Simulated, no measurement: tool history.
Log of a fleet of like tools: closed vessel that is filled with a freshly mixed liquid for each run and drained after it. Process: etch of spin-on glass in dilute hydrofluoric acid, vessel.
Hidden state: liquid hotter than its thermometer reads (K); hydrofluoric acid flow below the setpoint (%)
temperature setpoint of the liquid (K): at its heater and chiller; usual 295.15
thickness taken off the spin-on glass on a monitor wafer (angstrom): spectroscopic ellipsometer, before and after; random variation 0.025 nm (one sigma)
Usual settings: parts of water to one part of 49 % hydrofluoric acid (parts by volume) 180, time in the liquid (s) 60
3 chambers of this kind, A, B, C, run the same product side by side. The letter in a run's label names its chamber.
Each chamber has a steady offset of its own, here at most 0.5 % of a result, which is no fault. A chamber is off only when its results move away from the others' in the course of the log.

run     day  temperature setpoint of the liquid (K)  parts of water to one part of 49 % hydrofluoric acid (parts by volume)  time in the liquid (s)  hours since the thermometer was replaced  hours since the hydrofluoric acid flow meter was replaced  read-back film thickness of the spin-on glass reference wafer, read on the same gauge (nm)  thickness taken off the spin-on glass on a monitor wafer (angstrom)
 1A   0.446                                  295.15                                                                     180                      60                                    1173.8                                                     1254.0                                                                                      50.016                                                               73.000
 2B   1.108                                  295.15                                                                     180                      60                                     907.9                                                      873.3                                                                                      49.979                                                               73.243
 3C   1.471                                  295.15                                                                     180                      60                                     586.9                                                      151.8                                                                                      49.996                                                               73.034
 4B   1.850                                  295.15                                                                     180                      60                                     925.7                                                      891.1                                                                                      50.018                                                               72.927
 5C   2.483                                  295.15                                                                     180                      60                                     611.2                                                      176.1                                                                                      50.024                                                               73.645
 6A   3.012                                  291.15                                                                     180                      95                                    1235.4                                                     1315.6                                                                                      49.981                                                               98.836
 7C   3.417                                  291.15                                                                     180                      95                                     633.6                                                      198.5                                                                                      49.992                                                               99.613
 8B   3.821                                  291.15                                                                     180                      95                                     973.0                                                      938.4                                                                                      50.013                                                               99.589
      4.104  -- chamber C: thermometer replaced
 9A   4.271                                  295.15                                                                     180                      60                                    1265.6                                                     1345.8                                                                                      50.018                                                               72.741
10A   4.838                                  295.15                                                                     180                      60                                    1279.2                                                     1359.4                                                                                      50.014                                                               73.040
11C   5.358                                  295.15                                                                     180                      60                                      30.2                                                      245.1                                                                                      49.978                                                               73.227
12B   5.667                                  295.15                                                                     180                      60                                    1017.3                                                      982.7                                                                                      49.983                                                               73.629
13B   6.233                                  295.15                                                                     180                      60                                    1030.9                                                      996.3                                                                                      50.007                                                               73.841
14A   6.750                                  295.15                                                                     125                      60                                    1325.1                                                     1405.3                                                                                      49.975                                                              110.700
15C   7.221                                  295.15                                                                     125                      60                                      74.9                                                      289.8                                                                                      50.016                                                              111.510
16A   7.712                                  295.15                                                                     125                      60                                    1348.2                                                     1428.4                                                                                      50.007                                                              110.120
17C   8.008                                  295.15                                                                     180                      60                                      93.8                                                      308.7                                                                                      49.985                                                               72.912
18B   8.625                                  295.15                                                                     180                      60                                    1088.3                                                     1053.7                                                                                      49.988                                                               73.561
19A   9.200                                  295.15                                                                     180                      60                                    1383.9                                                     1464.1                                                                                      50.002                                                               73.307
20B   9.804                                  295.15                                                                     180                      60                                    1116.6                                                     1082.0                                                                                      49.997                                                               72.818
21C  10.212                                  295.15                                                                     180                      60                                     146.7                                                      361.6                                                                                      50.014                                                               72.988
22A  10.821                                  295.15                                                                     180                      60                                    1422.8                                                     1503.0                                                                                      50.003                                                               72.795
23C  11.304                                  295.15                                                                     180                      60                                     172.9                                                      387.8                                                                                      50.018                                                               72.736
24B  11.842                                  295.15                                                                     180                      60                                    1165.5                                                     1130.9                                                                                      50.011                                                               73.510
25A  12.300                                  295.15                                                                     180                      60                                    1458.3                                                     1538.5                                                                                      49.996                                                               72.897
26C  12.704                                  295.15                                                                     180                      60                                     206.5                                                      421.4                                                                                      50.028                                                               72.962
27B  13.296                                  295.15                                                                     180                      60                                    1200.4                                                     1165.8                                                                                      50.013                                                               73.309
28C  13.596                                  295.15                                                                     180                      60                                     227.9                                                      442.8                                                                                      50.001                                                               72.499
29B  14.075                                  295.15                                                                     180                      60                                    1219.1                                                     1184.5                                                                                      50.004                                                               73.504
30A  14.704                                  295.15                                                                     180                      60                                    1516.0                                                     1596.2                                                                                      50.037                                                               73.495
31A  15.258                                  295.15                                                                     180                      60                                    1529.3                                                     1609.5                                                                                      49.989                                                               72.643
32C  15.612                                  295.15                                                                     180                      60                                     276.3                                                      491.2                                                                                      50.006                                                               72.360
33B  16.012                                  295.15                                                                     180                      60                                    1265.6                                                     1231.0                                                                                      50.025                                                               73.491
34B  16.608                                  295.15                                                                     180                      60                                    1279.9                                                     1245.3                                                                                      50.003                                                               73.111
35A  17.275                                  295.15                                                                     180                      60                                    1577.7                                                     1657.9                                                                                      50.019                                                               73.165
36C  17.571                                  295.15                                                                     180                      60                                     323.3                                                      538.2                                                                                      49.996                                                               72.220
37C  18.221                                  295.15                                                                     180                      60                                     338.9                                                      553.8                                                                                      49.999                                                               72.104
38B  18.617                                  295.15                                                                     180                      60                                    1328.1                                                     1293.5                                                                                      50.009                                                               73.761
39A  19.158                                  295.15                                                                     180                      60                                    1622.9                                                     1703.1                                                                                      49.979                                                               72.912
40C  19.829                                  295.15                                                                     180                      60                                     377.5                                                      592.4                                                                                      49.984                                                               71.997
41A  20.417                                  295.15                                                                     180                      60                                    1653.1                                                     1733.3                                                                                      49.970                                                               73.117

All 3 chambers run these settings next. Forecast each chamber's results:
42A  20.900                                  295.15                                                                     180                      80                                                                                                                                                                                                                                                                     ?
42B  20.900                                  295.15                                                                     180                      80                                                                                                                                                                                                                                                                     ?
42C  20.900                                  295.15                                                                     180                      80                                                                                                                                                                                                                                                                     ?

run  thickness taken off the spin-on glass on a monitor wafer (angstrom)
42A                                                               97.383
42B                                                               98.061
42C                                                               95.742
